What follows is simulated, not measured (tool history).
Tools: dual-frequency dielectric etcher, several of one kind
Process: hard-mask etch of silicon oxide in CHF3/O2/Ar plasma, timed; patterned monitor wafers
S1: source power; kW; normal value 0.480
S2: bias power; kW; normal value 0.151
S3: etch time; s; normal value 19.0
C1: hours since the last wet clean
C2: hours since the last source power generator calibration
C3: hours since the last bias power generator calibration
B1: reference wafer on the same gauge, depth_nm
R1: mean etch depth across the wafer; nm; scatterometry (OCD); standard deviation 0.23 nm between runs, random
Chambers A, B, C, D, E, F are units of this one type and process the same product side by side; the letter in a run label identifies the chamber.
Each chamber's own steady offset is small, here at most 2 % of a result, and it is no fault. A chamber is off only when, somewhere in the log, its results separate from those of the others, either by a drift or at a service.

run 1F hour=5.5 | S1=0.480 S2=0.151 S3=19.0 | C1=224.5 C2=1339.6 C3=443.3 | B1=27.047 | R1=33.258
run 2E hour=11.6 | S1=0.480 S2=0.151 S3=19.0 | C1=255.3 C2=1697.6 C3=1947.8 | B1=27.011 | R1=32.668
run 3A hour=15.1 | S1=0.480 S2=0.151 S3=19.0 | C1=377.5 C2=3271.4 C3=1453.4 | B1=27.051 | R1=32.305
run 4B hour=19.2 | S1=0.480 S2=0.151 S3=19.0 | C1=170.9 C2=956.8 C3=1645.8 | B1=27.020 | R1=33.274
run 5C hour=22.3 | S1=0.480 S2=0.151 S3=19.0 | C1=72.4 C2=1580.4 C3=3054.5 | B1=26.989 | R1=32.511
run 6D hour=27.8 | S1=0.480 S2=0.151 S3=19.0 | C1=275.0 C2=2299.3 C3=1582.7 | B1=27.034 | R1=32.050
-- hour=30.1 chamber A: wet clean of the chamber
run 7F hour=32.1 | S1=0.480 S2=0.151 S3=19.0 | C1=251.1 C2=1366.2 C3=469.9 | B1=27.003 | R1=32.782
run 8B hour=36.8 | S1=0.480 S2=0.151 S3=19.0 | C1=188.5 C2=974.4 C3=1663.4 | B1=27.053 | R1=32.917
run 9E hour=40.9 | S1=0.480 S2=0.151 S3=19.0 | C1=284.6 C2=1726.9 C3=1977.1 | B1=27.026 | R1=32.406
run 10C hour=46.7 | S1=0.480 S2=0.151 S3=19.0 | C1=96.8 C2=1604.8 C3=3078.9 | B1=27.012 | R1=32.720
run 11D hour=51.4 | S1=0.480 S2=0.151 S3=19.0 | C1=298.6 C2=2322.9 C3=1606.3 | B1=27.002 | R1=31.863
run 12A hour=54.3 | S1=0.480 S2=0.151 S3=19.0 | C1=24.3 C2=3310.6 C3=1492.6 | B1=26.965 | R1=32.437
run 13B hour=57.3 | S1=0.480 S2=0.151 S3=19.0 | C1=209.0 C2=994.9 C3=1683.9 | B1=27.036 | R1=32.617
run 14C hour=60.4 | S1=0.480 S2=0.151 S3=19.0 | C1=110.5 C2=1618.5 C3=3092.6 | B1=26.989 | R1=32.339
run 15A hour=63.7 | S1=0.480 S2=0.151 S3=19.0 | C1=33.7 C2=3320.0 C3=1502.0 | B1=27.040 | R1=32.477
run 16E hour=67.8 | S1=0.480 S2=0.151 S3=19.0 | C1=311.5 C2=1753.8 C3=2004.0 | B1=26.995 | R1=32.908
run 17D hour=72.0 | S1=0.480 S2=0.151 S3=22.5 | C1=319.2 C2=2343.5 C3=1626.9 | B1=26.972 | R1=38.410
run 18F hour=75.3 | S1=0.480 S2=0.151 S3=22.5 | C1=294.3 C2=1409.4 C3=513.1 | B1=27.002 | R1=38.704
run 19B hour=80.0 | S1=0.480 S2=0.151 S3=22.5 | C1=231.7 C2=1017.6 C3=1706.6 | B1=27.039 | R1=39.011
-- hour=81.8 chamber D: wet clean of the chamber
run 20C hour=84.6 | S1=0.480 S2=0.151 S3=22.5 | C1=134.7 C2=1642.7 C3=3116.8 | B1=26.988 | R1=38.592
run 21E hour=88.2 | S1=0.480 S2=0.151 S3=22.5 | C1=331.9 C2=1774.2 C3=2024.4 | B1=27.028 | R1=38.375
run 22A hour=91.7 | S1=0.480 S2=0.151 S3=22.5 | C1=61.7 C2=3348.0 C3=1530.0 | B1=26.965 | R1=38.648
run 23F hour=97.6 | S1=0.480 S2=0.151 S3=19.0 | C1=316.6 C2=1431.7 C3=535.4 | B1=26.987 | R1=33.022
run 24D hour=101.6 | S1=0.480 S2=0.151 S3=19.0 | C1=19.8 C2=2373.1 C3=1656.5 | B1=27.018 | R1=32.371
run 25A hour=105.0 | S1=0.480 S2=0.151 S3=19.0 | C1=75.0 C2=3361.3 C3=1543.3 | B1=27.022 | R1=32.248
run 26C hour=110.7 | S1=0.480 S2=0.151 S3=19.0 | C1=160.8 C2=1668.8 C3=3142.9 | B1=27.022 | R1=32.719
run 27D hour=113.9 | S1=0.480 S2=0.151 S3=19.0 | C1=32.1 C2=2385.4 C3=1668.8 | B1=26.955 | R1=32.216
run 28E hour=120.2 | S1=0.480 S2=0.151 S3=19.0 | C1=363.9 C2=1806.2 C3=2056.4 | B1=26.987 | R1=32.473
run 29F hour=123.3 | S1=0.480 S2=0.176 S3=23.5 | C1=342.3 C2=1457.4 C3=561.1 | B1=27.002 | R1=42.779
-- hour=126.3 chamber C: bias power generator calibrated
run 30B hour=128.3 | S1=0.480 S2=0.176 S3=23.5 | C1=280.0 C2=1065.9 C3=1754.9 | B1=26.977 | R1=42.658
run 31E hour=132.2 | S1=0.480 S2=0.176 S3=23.5 | C1=375.9 C2=1818.2 C3=2068.4 | B1=27.007 | R1=42.265
run 32D hour=135.2 | S1=0.480 S2=0.176 S3=23.5 | C1=53.4 C2=2406.7 C3=1690.1 | B1=26.970 | R1=42.224
run 33A hour=139.1 | S1=0.480 S2=0.176 S3=23.5 | C1=109.1 C2=3395.4 C3=1577.4 | B1=26.990 | R1=42.307
run 34B hour=142.8 | S1=0.480 S2=0.176 S3=23.5 | C1=294.5 C2=1080.4 C3=1769.4 | B1=26.995 | R1=43.009
run 35F hour=149.4 | S1=0.480 S2=0.151 S3=19.0 | C1=368.4 C2=1483.5 C3=587.2 | B1=27.069 | R1=33.013
run 36C hour=153.1 | S1=0.480 S2=0.151 S3=19.0 | C1=203.2 C2=1711.2 C3=26.9 | B1=26.979 | R1=32.643
run 37F hour=158.5 | S1=0.480 S2=0.151 S3=19.0 | C1=377.5 C2=1492.6 C3=596.3 | B1=27.018 | R1=33.167
run 38E hour=164.2 | S1=0.480 S2=0.151 S3=19.0 | C1=407.9 C2=1850.2 C3=2100.4 | B1=27.024 | R1=32.536
run 39C hour=169.3 | S1=0.480 S2=0.151 S3=19.0 | C1=219.4 C2=1727.4 C3=43.1 | B1=27.034 | R1=32.842
run 40B hour=173.7 | S1=0.480 S2=0.151 S3=19.0 | C1=325.4 C2=1111.3 C3=1800.3 | B1=26.954 | R1=33.174
run 41A hour=180.3 | S1=0.480 S2=0.151 S3=19.0 | C1=150.3 C2=3436.6 C3=1618.6 | B1=27.019 | R1=32.954

One chamber off, gauge drift, or nothing amiss beyond the chambers' own small offsets? If it is a chamber, which one, and what is the likeliest cause?

Neither any chamber nor the gauge drifts; the chambers differ only by their own small, steady offsets.
